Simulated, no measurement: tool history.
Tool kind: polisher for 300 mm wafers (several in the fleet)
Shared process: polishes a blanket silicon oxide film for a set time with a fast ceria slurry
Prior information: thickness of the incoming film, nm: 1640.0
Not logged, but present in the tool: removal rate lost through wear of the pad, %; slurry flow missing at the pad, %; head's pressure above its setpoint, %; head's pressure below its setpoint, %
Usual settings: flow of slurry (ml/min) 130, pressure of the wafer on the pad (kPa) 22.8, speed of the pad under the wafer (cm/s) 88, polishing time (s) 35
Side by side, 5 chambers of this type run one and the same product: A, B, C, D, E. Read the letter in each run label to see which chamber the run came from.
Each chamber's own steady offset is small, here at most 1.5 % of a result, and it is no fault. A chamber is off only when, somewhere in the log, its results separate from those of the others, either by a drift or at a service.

run	day	flow of slurry (ml/min)	pressure of the wafer on the pad (kPa)	speed of the pad under the wafer (cm/s)	polishing time (s)	wafers polished on this pad	hours since the slurry nozzle was cleaned	hours since the head pressure was calibrated	film removed (angstrom)
1E	0.262	130	22.8	88	35	586	184.9	585.1	4941.7
# day 0.296: chamber B: worn pad replaced by a new one
# day 0.408: chamber C: worn pad replaced by a new one
2D	0.462	130	22.8	88	35	373	36.7	18.2	4992.0
3B	0.712	130	22.8	88	35	187	366.1	402.2	4972.3
# day 0.842: chamber E: worn pad replaced by a new one
4A	0.979	130	22.8	88	35	527	182.3	128.2	5018.2
5C	1.146	130	22.8	88	35	329	227.0	210.4	4994.5
6D	1.342	130	22.8	88	35	765	57.8	39.3	5034.2
# day 1.562: chamber E: slurry nozzle cleaned
7A	1.638	130	22.8	88	35	821	198.1	144.0	5130.2
8B	1.888	130	22.8	88	35	711	394.3	430.4	4969.4
# day 1.929: chamber D: worn pad replaced by a new one
9C	2.129	150	22.8	110	35	767	250.6	234.0	6397.3
# day 2.217: chamber B: worn pad replaced by a new one
# day 2.300: chamber C: worn pad replaced by a new one
10E	2.304	150	22.8	110	35	653	17.9	634.1	6326.0
# day 2.525: chamber B: head pressure recalibrated
11E	2.575	150	22.8	110	35	773	24.4	640.6	6451.4
# day 2.650: chamber A: worn pad replaced by a new one
# day 2.721: chamber E: worn pad replaced by a new one
12A	2.800	150	22.8	110	35	67	226.0	171.9	6431.1
13D	3.054	150	22.8	110	35	501	98.9	80.4	6393.2
# day 3.308: chamber C: slurry nozzle cleaned
14C	3.321	130	22.8	88	35	456	0.4	262.6	5070.6
15B	3.467	130	22.8	88	35	557	432.2	22.7	4945.5
16B	3.629	130	22.8	88	35	629	436.1	26.6	4988.4
17E	3.925	130	22.8	88	35	536	56.8	673.0	5081.3
18A	4.179	130	22.8	88	35	681	259.1	205.0	4898.8
# day 4.275: chamber B: worn pad replaced by a new one
# day 4.279: chamber D: worn pad replaced by a new one
# day 4.367: chamber C: worn pad replaced by a new one
# day 4.367: chamber B: slurry nozzle cleaned
19D	4.379	130	22.8	88	35	46	130.7	112.2	4986.6
20C	4.675	130	22.8	88	35	138	32.9	295.1	5098.4
21D	4.967	130	22.8	76	35	307	144.8	126.3	4311.7
# day 5.071: chamber A: worn pad replaced by a new one
22B	5.104	130	22.8	76	35	370	17.8	62.0	4303.6
# day 5.262: chamber E: worn pad replaced by a new one
23E	5.350	130	22.8	76	35	40	91.0	707.2	4202.7
24A	5.538	130	22.8	76	35	209	291.7	237.6	4121.5
25C	5.754	130	22.8	76	35	619	58.8	321.0	4327.7
26D	5.975	130	22.8	88	35	757	169.0	150.5	4986.9
27A	6.258	130	22.8	88	35	530	309.0	254.9	4689.4
28E	6.471	130	22.8	88	35	540	117.9	734.1	4968.2
# day 6.538: chamber B: worn pad replaced by a new one
# day 6.583: chamber C: worn pad replaced by a new one
29B	6.692	130	22.8	88	35	69	55.9	100.1	4926.3
30C	6.917	130	22.8	88	35	149	86.7	348.9	4995.7

All chambers now run identical settings, listed one chamber a line with results as question marks. What results will each chamber show?
31A	7.129	130	22.8	88	35				?
31B	7.129	130	22.8	88	35				?
31C	7.129	130	22.8	88	35				?
31D	7.129	130	22.8	88	35				?
31E	7.129	130	22.8	88	35				?

run	film removed (angstrom)
31A	4603.5
31B	4968.2
31C	4999.7
31D	4995.3
31E	4906.5
